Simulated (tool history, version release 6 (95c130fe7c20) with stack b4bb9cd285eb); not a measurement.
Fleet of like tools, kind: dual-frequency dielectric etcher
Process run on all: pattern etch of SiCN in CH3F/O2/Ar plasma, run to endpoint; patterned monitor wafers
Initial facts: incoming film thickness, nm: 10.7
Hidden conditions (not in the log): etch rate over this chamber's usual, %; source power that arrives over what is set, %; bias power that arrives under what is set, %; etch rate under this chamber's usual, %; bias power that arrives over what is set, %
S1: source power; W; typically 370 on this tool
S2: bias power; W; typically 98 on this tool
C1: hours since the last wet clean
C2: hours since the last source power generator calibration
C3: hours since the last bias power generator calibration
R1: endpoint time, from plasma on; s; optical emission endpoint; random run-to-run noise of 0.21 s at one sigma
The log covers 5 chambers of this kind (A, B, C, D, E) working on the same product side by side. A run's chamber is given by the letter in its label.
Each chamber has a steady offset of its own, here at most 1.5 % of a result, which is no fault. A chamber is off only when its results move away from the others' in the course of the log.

| run | hour | S1 | S2 | C1 | C2 | C3 | R1 |
|---|---|---|---|---|---|---|---|
| 1C | 6.9 | 370 | 98 | 223.6 | 2813 | 3402 | 26.161 |
| 2B | 13.8 | 370 | 98 | 281.3 | 1946.3 | 2117.2 | 25.66 |
| 3A | 20.4 | 370 | 98 | 315.1 | 588.8 | 2544.3 | 26.265 |
| 4D | 24.8 | 370 | 98 | 241.2 | 3116.3 | 2721.5 | 25.992 |
| 5E | 34.5 | 370 | 98 | 245.3 | 2726 | 775.4 | 26.555 |
| 6D | 43.6 | 370 | 98 | 260 | 3135.1 | 2740.3 | 25.819 |
| 7C | 51 | 370 | 98 | 267.7 | 2857.1 | 3446.1 | 26.053 |
| 8B | 55.4 | 370 | 98 | 322.9 | 1987.9 | 2158.8 | 26.295 |
| 9A | 60.6 | 370 | 98 | 355.3 | 629 | 2584.5 | 25.992 |
| 10E | 64.8 | 370 | 98 | 275.6 | 2756.3 | 805.7 | 25.983 |
| 11E | 71.1 | 370 | 98 | 281.9 | 2762.6 | 812 | 26.299 |
| 12D | 78.5 | 370 | 98 | 294.9 | 3170 | 2775.2 | 25.82 |
| 13A | 83.4 | 370 | 98 | 378.1 | 651.8 | 2607.3 | 25.896 |
|  | 90.9 | chamber C: bias power generator calibrated |
| 14B | 91.9 | 320 | 98 | 359.4 | 2024.4 | 2195.3 | 27.494 |
| 15C | 101.5 | 320 | 98 | 318.2 | 2907.6 | 10.7 | 27.767 |
| 16E | 109.2 | 320 | 98 | 320 | 2800.7 | 850.1 | 27.6 |
|  | 113.8 | chamber B: bias power generator calibrated |
| 17A | 114.4 | 320 | 98 | 409.1 | 682.8 | 2638.3 | 27.947 |
| 18B | 124 | 320 | 98 | 391.5 | 2056.5 | 10.2 | 27.821 |
| 19D | 130.2 | 370 | 98 | 346.6 | 3221.7 | 2826.9 | 25.976 |
| 20C | 135 | 370 | 98 | 351.7 | 2941.1 | 44.2 | 26.324 |
| 21D | 141.9 | 370 | 98 | 358.3 | 3233.4 | 2838.6 | 25.77 |
| 22E | 151.2 | 370 | 98 | 362 | 2842.7 | 892.1 | 26.518 |
|  | 157.6 | chamber B: wet clean of the chamber |
|  | 159.9 | chamber E: wet clean of the chamber |
| 23A | 160.1 | 370 | 98 | 454.8 | 728.5 | 2684 | 26.032 |
| 24C | 165.5 | 370 | 98 | 382.2 | 2971.6 | 74.7 | 26.209 |
| 25B | 170.4 | 440 | 98 | 12.9 | 2102.9 | 56.6 | 25.721 |
| 26C | 175.9 | 440 | 98 | 392.6 | 2982 | 85.1 | 24.534 |
| 27E | 184.4 | 440 | 98 | 24.6 | 2875.9 | 925.3 | 24.601 |
|  | 186.2 | chamber D: bias power generator calibrated |
| 28A | 193.1 | 440 | 98 | 487.8 | 761.5 | 2717 | 24.594 |
| 29D | 198.1 | 440 | 98 | 414.5 | 3289.6 | 11.9 | 24.356 |
| 30B | 204.4 | 370 | 98 | 46.9 | 2136.9 | 90.6 | 27.212 |
| 31A | 212.8 | 370 | 98 | 507.5 | 781.2 | 2736.7 | 26.267 |
|  | 217 | chamber C: source power generator calibrated |
| 32D | 220.4 | 370 | 98 | 436.8 | 3311.9 | 34.2 | 25.718 |
| 33E | 225.7 | 370 | 98 | 65.9 | 2917.2 | 966.6 | 26.268 |
| 34C | 230 | 370 | 98 | 446.7 | 13 | 139.2 | 26.367 |
| 35B | 237.7 | 370 | 98 | 80.2 | 2170.2 | 123.9 | 27.687 |
| 36E | 245.8 | 370 | 98 | 86 | 2937.3 | 986.7 | 26.162 |
| 37D | 255.2 | 370 | 98 | 471.6 | 3346.7 | 69 | 25.897 |

Is one chamber out of step, is the gauge drifting, or do the chambers differ by no more than their own small offsets? For an off chamber, give its letter and the likeliest cause.

Chamber B has stood off from the others ever since a service on it.
Cause: etch rate under this chamber's usual, % = 5.18.

Which of the 4 candidates below, each the usual settings with something changed and its results left as question marks, puts chamber B back in line with what the other chambers give on the usual settings?
Maximum distance from the other chambers' mean on the usual settings for a result to count as in line: R1 0.73 s
| 38B-1 | 262.2 | 370 | 112 |  |  |  | ? |
| 38B-2 | 262.2 | 340 | 91 |  |  |  | ? |
| 38B-3 | 262.2 | 320 | 84 |  |  |  | ? |
| 38B-4 | 262.2 | 420 | 112 |  |  |  | ? |

Other chambers, usual settings, mean: R1 26.161 s
| run | R1 |
|---|---|
| 38B-1 | 26.218 |
| 38B-2 | 29.301 |
| 38B-3 | 30.893 |
| 38B-4 | 25.014 |
38B-1 is the one that brings the chamber's results back in line with the other chambers.

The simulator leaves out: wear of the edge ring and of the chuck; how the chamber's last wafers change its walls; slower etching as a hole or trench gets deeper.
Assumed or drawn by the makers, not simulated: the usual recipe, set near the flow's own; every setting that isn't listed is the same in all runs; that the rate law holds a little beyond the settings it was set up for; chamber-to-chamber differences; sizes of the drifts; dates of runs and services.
